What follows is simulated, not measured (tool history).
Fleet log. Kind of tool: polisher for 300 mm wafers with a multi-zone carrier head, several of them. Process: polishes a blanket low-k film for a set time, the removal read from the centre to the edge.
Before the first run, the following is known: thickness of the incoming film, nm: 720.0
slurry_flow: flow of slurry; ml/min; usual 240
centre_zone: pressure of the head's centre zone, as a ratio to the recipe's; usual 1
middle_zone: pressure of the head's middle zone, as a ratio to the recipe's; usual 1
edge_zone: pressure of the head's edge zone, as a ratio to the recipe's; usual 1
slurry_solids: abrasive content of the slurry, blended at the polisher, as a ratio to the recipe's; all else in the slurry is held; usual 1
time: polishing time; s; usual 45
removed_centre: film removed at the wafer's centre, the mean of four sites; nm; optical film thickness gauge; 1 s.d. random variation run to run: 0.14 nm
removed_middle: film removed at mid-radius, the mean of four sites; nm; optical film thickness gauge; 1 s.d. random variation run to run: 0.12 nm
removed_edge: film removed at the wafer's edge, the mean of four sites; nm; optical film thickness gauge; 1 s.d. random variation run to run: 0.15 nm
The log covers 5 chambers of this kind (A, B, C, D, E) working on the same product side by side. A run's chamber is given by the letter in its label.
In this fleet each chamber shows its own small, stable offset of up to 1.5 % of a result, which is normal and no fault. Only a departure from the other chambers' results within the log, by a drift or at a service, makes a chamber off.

| run | day | slurry_flow | centre_zone | middle_zone | edge_zone | slurry_solids | time | removed_centre | removed_middle | removed_edge |
|---|---|---|---|---|---|---|---|---|---|---|
|  | 0.029 | chamber E: edge zone pressure recalibrated |
|  | 0.208 | chamber E: worn pad replaced by a new one |
| 1C | 0.25 | 240 | 1 | 1 | 1 | 1 | 45 | 10.976 | 11.222 | 10.648 |
| 2A | 0.471 | 240 | 1 | 1 | 1 | 1 | 45 | 10.852 | 10.913 | 10.667 |
| 3B | 0.792 | 240 | 1 | 1 | 1 | 1 | 45 | 10.851 | 11.225 | 10.956 |
| 4D | 1.25 | 240 | 1 | 1 | 1 | 1 | 45 | 10.458 | 10.706 | 10.673 |
| 5E | 1.525 | 240 | 1 | 1 | 1 | 1 | 45 | 10.94 | 11.158 | 10.916 |
|  | 1.962 | chamber B: worn pad replaced by a new one |
| 6D | 2.012 | 240 | 1 | 1 | 1 | 1 | 45 | 10.803 | 10.692 | 10.862 |
|  | 2.279 | chamber D: edge zone pressure recalibrated |
| 7C | 2.475 | 240 | 1 | 1 | 1 | 1 | 45 | 11.035 | 10.772 | 10.739 |
| 8B | 2.954 | 240 | 1.05 | 1 | 1 | 1 | 45 | 11.724 | 10.922 | 11.022 |
| 9A | 3.308 | 240 | 1.05 | 1 | 1 | 1 | 45 | 11.563 | 10.991 | 10.919 |
|  | 3.425 | chamber A: worn pad replaced by a new one |
|  | 3.496 | chamber E: worn pad replaced by a new one |
| 10E | 3.55 | 240 | 1.05 | 1 | 1 | 1 | 45 | 11.232 | 10.761 | 10.839 |
|  | 3.779 | chamber D: centre zone pressure recalibrated |
| 11B | 3.938 | 240 | 1.05 | 1 | 1 | 1 | 45 | 11.589 | 11.002 | 11.066 |
| 12A | 4.292 | 240 | 1.05 | 1 | 1 | 1 | 45 | 11.445 | 11.099 | 10.944 |
| 13E | 4.6 | 240 | 1 | 1 | 1 | 1 | 45 | 11.03 | 10.819 | 10.885 |
|  | 4.746 | chamber C: slurry nozzle cleaned |
|  | 4.825 | chamber A: slurry nozzle cleaned |
| 14D | 4.979 | 240 | 1 | 1 | 1 | 1 | 45 | 11.528 | 10.823 | 10.762 |
|  | 5.271 | chamber C: worn pad replaced by a new one |
| 15C | 5.308 | 240 | 1 | 1 | 1.11 | 0.9 | 45 | 10.797 | 10.47 | 10.652 |
| 16B | 5.604 | 240 | 1 | 1 | 1.11 | 0.9 | 45 | 10.388 | 10.458 | 11.066 |
| 17E | 5.829 | 240 | 1 | 1 | 1.11 | 0.9 | 45 | 10.531 | 10.442 | 11.104 |
| 18C | 6.225 | 240 | 1 | 1 | 1.11 | 0.9 | 45 | 10.687 | 10.417 | 11.017 |
|  | 6.6 | chamber E: worn pad replaced by a new one |
| 19D | 6.638 | 240 | 1 | 1 | 1.11 | 0.9 | 45 | 10.912 | 10.263 | 11.064 |
| 20A | 7.088 | 240 | 1 | 1 | 1 | 1 | 45 | 10.685 | 11.14 | 10.543 |
|  | 7.117 | chamber D: worn pad replaced by a new one |
| 21C | 7.312 | 240 | 1 | 1 | 1 | 1 | 45 | 11.036 | 11.127 | 10.886 |
| 22B | 7.767 | 240 | 1 | 1 | 0.9 | 1 | 45 | 11.356 | 10.86 | 10.405 |
|  | 7.867 | chamber A: worn pad replaced by a new one |
| 23E | 8.238 | 240 | 1 | 1 | 0.9 | 1 | 45 | 10.986 | 10.978 | 10.315 |
|  | 8.575 | chamber B: worn pad replaced by a new one |
| 24D | 8.6 | 240 | 1 | 1 | 0.9 | 1 | 45 | 11.74 | 10.723 | 10.424 |
|  | 9.021 | chamber B: edge zone pressure recalibrated |
|  | 9.042 | chamber E: slurry nozzle cleaned |
| 25A | 9.058 | 240 | 1 | 1 | 0.9 | 1 | 45 | 10.843 | 11.176 | 10.153 |
| 26E | 9.354 | 240 | 1 | 1 | 0.9 | 1 | 45 | 10.921 | 10.818 | 10.099 |
| 27B | 9.575 | 240 | 1 | 1 | 1 | 1 | 45 | 10.882 | 11.03 | 11.013 |
| 28D | 9.842 | 240 | 1 | 1 | 1 | 1 | 45 | 11.421 | 10.698 | 10.561 |
|  | 10.038 | chamber A: edge zone pressure recalibrated |
| 29A | 10.233 | 240 | 1 | 1 | 1 | 1 | 45 | 10.867 | 10.983 | 10.574 |
| 30C | 10.583 | 240 | 1 | 1 | 1 | 1 | 45 | 10.827 | 10.677 | 10.868 |

Predict what each chamber gives when all 5 of them run the settings below next.
| 31A | 10.946 | 240 | 1 | 1 | 1 | 1 | 45 | ? | ? | ? |
| 31B | 10.946 | 240 | 1 | 1 | 1 | 1 | 45 | ? | ? | ? |
| 31C | 10.946 | 240 | 1 | 1 | 1 | 1 | 45 | ? | ? | ? |
| 31D | 10.946 | 240 | 1 | 1 | 1 | 1 | 45 | ? | ? | ? |
| 31E | 10.946 | 240 | 1 | 1 | 1 | 1 | 45 | ? | ? | ? |

| run | removed_centre | removed_middle | removed_edge |
|---|---|---|---|
| 31A | 10.777 | 10.83 | 10.58 |
| 31B | 11.062 | 10.82 | 10.677 |
| 31C | 10.753 | 10.975 | 10.578 |
| 31D | 11.707 | 10.608 | 10.887 |
| 31E | 10.984 | 10.947 | 11.043 |
